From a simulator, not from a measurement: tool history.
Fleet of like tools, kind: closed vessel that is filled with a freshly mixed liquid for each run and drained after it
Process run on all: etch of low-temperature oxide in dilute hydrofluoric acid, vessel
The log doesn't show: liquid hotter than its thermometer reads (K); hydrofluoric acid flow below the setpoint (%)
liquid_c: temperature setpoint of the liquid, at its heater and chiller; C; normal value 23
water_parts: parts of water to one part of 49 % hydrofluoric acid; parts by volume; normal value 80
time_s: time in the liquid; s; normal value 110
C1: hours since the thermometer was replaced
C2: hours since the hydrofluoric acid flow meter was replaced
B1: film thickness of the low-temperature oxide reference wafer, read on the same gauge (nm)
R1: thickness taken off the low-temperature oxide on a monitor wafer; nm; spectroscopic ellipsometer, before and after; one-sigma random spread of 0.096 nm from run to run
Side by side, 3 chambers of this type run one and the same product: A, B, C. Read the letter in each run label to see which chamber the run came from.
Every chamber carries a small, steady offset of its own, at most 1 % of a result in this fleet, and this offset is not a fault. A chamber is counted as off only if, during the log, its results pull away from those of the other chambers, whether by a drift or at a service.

{"run": "1A", "day": 0.308, "liquid_c": 23, "water_parts": 80, "time_s": 110, "C1": 1497.9, "C2": 657.5, "B1": 79.997, "R1": 23.129}
{"run": "2C", "day": 0.9, "liquid_c": 23, "water_parts": 80, "time_s": 110, "C1": 2117.6, "C2": 761.4, "B1": 80.029, "R1": 22.882}
{"run": "3B", "day": 1.3, "liquid_c": 23, "water_parts": 80, "time_s": 110, "C1": 848.8, "C2": 252.5, "B1": 80.008, "R1": 23.153}
{"run": "4C", "day": 1.742, "liquid_c": 23, "water_parts": 80, "time_s": 110, "C1": 2137.8, "C2": 781.6, "B1": 80.018, "R1": 22.909}
{"day": 1.988, "done": "chamber C: hydrofluoric acid flow meter replaced"}
{"day": 2.004, "done": "chamber C: thermometer replaced"}
{"run": "5A", "day": 2.117, "liquid_c": 23, "water_parts": 80, "time_s": 110, "C1": 1541.3, "C2": 700.9, "B1": 80.001, "R1": 23.164}
{"run": "6B", "day": 2.608, "liquid_c": 23, "water_parts": 80, "time_s": 110, "C1": 880.2, "C2": 283.9, "B1": 79.996, "R1": 23.134}
{"run": "7A", "day": 3.183, "liquid_c": 23, "water_parts": 80, "time_s": 110, "C1": 1566.9, "C2": 726.5, "B1": 80.011, "R1": 23.13}
{"run": "8C", "day": 3.483, "liquid_c": 23, "water_parts": 80, "time_s": 110, "C1": 35.6, "C2": 36, "B1": 80.022, "R1": 23.093}
{"run": "9B", "day": 3.871, "liquid_c": 23, "water_parts": 80, "time_s": 110, "C1": 910.5, "C2": 314.2, "B1": 79.966, "R1": 23.148}
{"run": "10B", "day": 4.383, "liquid_c": 21, "water_parts": 60, "time_s": 110, "C1": 922.8, "C2": 326.5, "B1": 79.985, "R1": 29.36}
{"run": "11C", "day": 4.929, "liquid_c": 21, "water_parts": 60, "time_s": 110, "C1": 70.3, "C2": 70.7, "B1": 79.984, "R1": 28.915}
{"run": "12A", "day": 5.604, "liquid_c": 21, "water_parts": 60, "time_s": 110, "C1": 1625, "C2": 784.6, "B1": 80.028, "R1": 28.781}
{"run": "13B", "day": 6.088, "liquid_c": 23, "water_parts": 80, "time_s": 110, "C1": 963.7, "C2": 367.4, "B1": 80.019, "R1": 23.115}
{"run": "14A", "day": 6.562, "liquid_c": 23, "water_parts": 80, "time_s": 110, "C1": 1648, "C2": 807.6, "B1": 79.995, "R1": 22.772}
{"run": "15C", "day": 6.912, "liquid_c": 23, "water_parts": 80, "time_s": 110, "C1": 117.9, "C2": 118.3, "B1": 79.998, "R1": 23.141}
{"run": "16C", "day": 7.475, "liquid_c": 23, "water_parts": 80, "time_s": 110, "C1": 131.4, "C2": 131.8, "B1": 80.001, "R1": 23.008}
{"run": "17B", "day": 7.775, "liquid_c": 23, "water_parts": 80, "time_s": 110, "C1": 1004.2, "C2": 407.9, "B1": 79.973, "R1": 23.295}
{"run": "18A", "day": 8.075, "liquid_c": 23, "water_parts": 80, "time_s": 110, "C1": 1684.3, "C2": 843.9, "B1": 79.995, "R1": 22.838}
{"run": "19B", "day": 8.454, "liquid_c": 23, "water_parts": 80, "time_s": 110, "C1": 1020.5, "C2": 424.2, "B1": 80.005, "R1": 23.065}
{"run": "20C", "day": 9.088, "liquid_c": 23, "water_parts": 80, "time_s": 110, "C1": 170.1, "C2": 170.5, "B1": 79.99, "R1": 22.967}
{"run": "21A", "day": 9.521, "liquid_c": 23, "water_parts": 80, "time_s": 110, "C1": 1719, "C2": 878.6, "B1": 79.993, "R1": 22.735}
{"run": "22A", "day": 10.129, "liquid_c": 23, "water_parts": 80, "time_s": 55, "C1": 1733.6, "C2": 893.2, "B1": 80.017, "R1": 11.37}
{"run": "23C", "day": 10.721, "liquid_c": 23, "water_parts": 80, "time_s": 55, "C1": 209.3, "C2": 209.7, "B1": 80.011, "R1": 11.461}
{"run": "24B", "day": 11.079, "liquid_c": 23, "water_parts": 80, "time_s": 55, "C1": 1083.5, "C2": 487.2, "B1": 80.037, "R1": 11.588}
{"run": "25B", "day": 11.65, "liquid_c": 19, "water_parts": 80, "time_s": 110, "C1": 1097.2, "C2": 500.9, "B1": 80.02, "R1": 19.634}
{"run": "26C", "day": 12.171, "liquid_c": 19, "water_parts": 80, "time_s": 110, "C1": 244.1, "C2": 244.5, "B1": 79.989, "R1": 19.652}
{"run": "27A", "day": 12.65, "liquid_c": 19, "water_parts": 80, "time_s": 110, "C1": 1794.1, "C2": 953.7, "B1": 80.04, "R1": 19.013}
{"run": "28C", "day": 13.088, "liquid_c": 23, "water_parts": 80, "time_s": 110, "C1": 266.1, "C2": 266.5, "B1": 80.005, "R1": 22.91}
{"run": "29A", "day": 13.412, "liquid_c": 23, "water_parts": 80, "time_s": 110, "C1": 1812.4, "C2": 972, "B1": 79.987, "R1": 22.537}
{"run": "30B", "day": 14.046, "liquid_c": 23, "water_parts": 80, "time_s": 110, "C1": 1154.7, "C2": 558.4, "B1": 79.966, "R1": 23.163}
{"run": "31C", "day": 14.442, "liquid_c": 23, "water_parts": 80, "time_s": 110, "C1": 298.6, "C2": 299, "B1": 79.984, "R1": 23.042}
{"run": "32B", "day": 14.988, "liquid_c": 23, "water_parts": 80, "time_s": 110, "C1": 1177.3, "C2": 581, "B1": 79.998, "R1": 23.111}
{"run": "33A", "day": 15.65, "liquid_c": 23, "water_parts": 80, "time_s": 110, "C1": 1866.1, "C2": 1025.7, "B1": 80.007, "R1": 22.325}
{"run": "34A", "day": 16.246, "liquid_c": 23, "water_parts": 80, "time_s": 110, "C1": 1880.4, "C2": 1040, "B1": 79.969, "R1": 22.239}
{"run": "35B", "day": 16.779, "liquid_c": 23, "water_parts": 80, "time_s": 110, "C1": 1220.3, "C2": 624, "B1": 80.015, "R1": 23.073}
{"run": "36C", "day": 17.171, "liquid_c": 23, "water_parts": 80, "time_s": 110, "C1": 364.1, "C2": 364.5, "B1": 79.974, "R1": 22.986}
{"run": "37A", "day": 17.638, "liquid_c": 23, "water_parts": 80, "time_s": 110, "C1": 1913.8, "C2": 1073.4, "B1": 79.998, "R1": 22.113}
{"run": "38C", "day": 18.221, "liquid_c": 23, "water_parts": 80, "time_s": 110, "C1": 389.3, "C2": 389.7, "B1": 80.018, "R1": 23.063}

Which is it: a chamber that has drifted or been left off by a service, a gauge drift common to all chambers, or only each chamber's usual small offset? If a chamber is off, name it and its likeliest cause.

Chamber A drifts away from the others.
Cause: hydrofluoric acid flow below the setpoint (%) = 4.25.
With only this log, it may be confused with: liquid colder than its thermometer reads (K).

Chamber A could run next with any of the 4 candidate recipes listed below; each alters the usual settings, and their results appear as question marks. Which one brings its results back in line with what the other chambers deliver on the usual settings?
Maximum distance from the other chambers' mean on the usual settings for a result to count as in line: R1 0.33 nm
{"run": "39A-1", "day": 18.717, "liquid_c": 25, "water_parts": 80, "time_s": 110, "R1": "?"}
{"run": "39A-2", "day": 18.717, "liquid_c": 23, "water_parts": 80, "time_s": 105, "R1": "?"}
{"run": "39A-3", "day": 18.717, "liquid_c": 22.5, "water_parts": 85, "time_s": 110, "R1": "?"}
{"run": "39A-4", "day": 18.717, "liquid_c": 23, "water_parts": 80, "time_s": 115, "R1": "?"}

The mean the other chambers reach with the usual settings: R1 23.071 nm
run=39A-1 R1=24.01
run=39A-2 R1=21.127
run=39A-3 R1=20.272
run=39A-4 R1=23.139
39A-4 puts the chamber back in line with the other chambers.
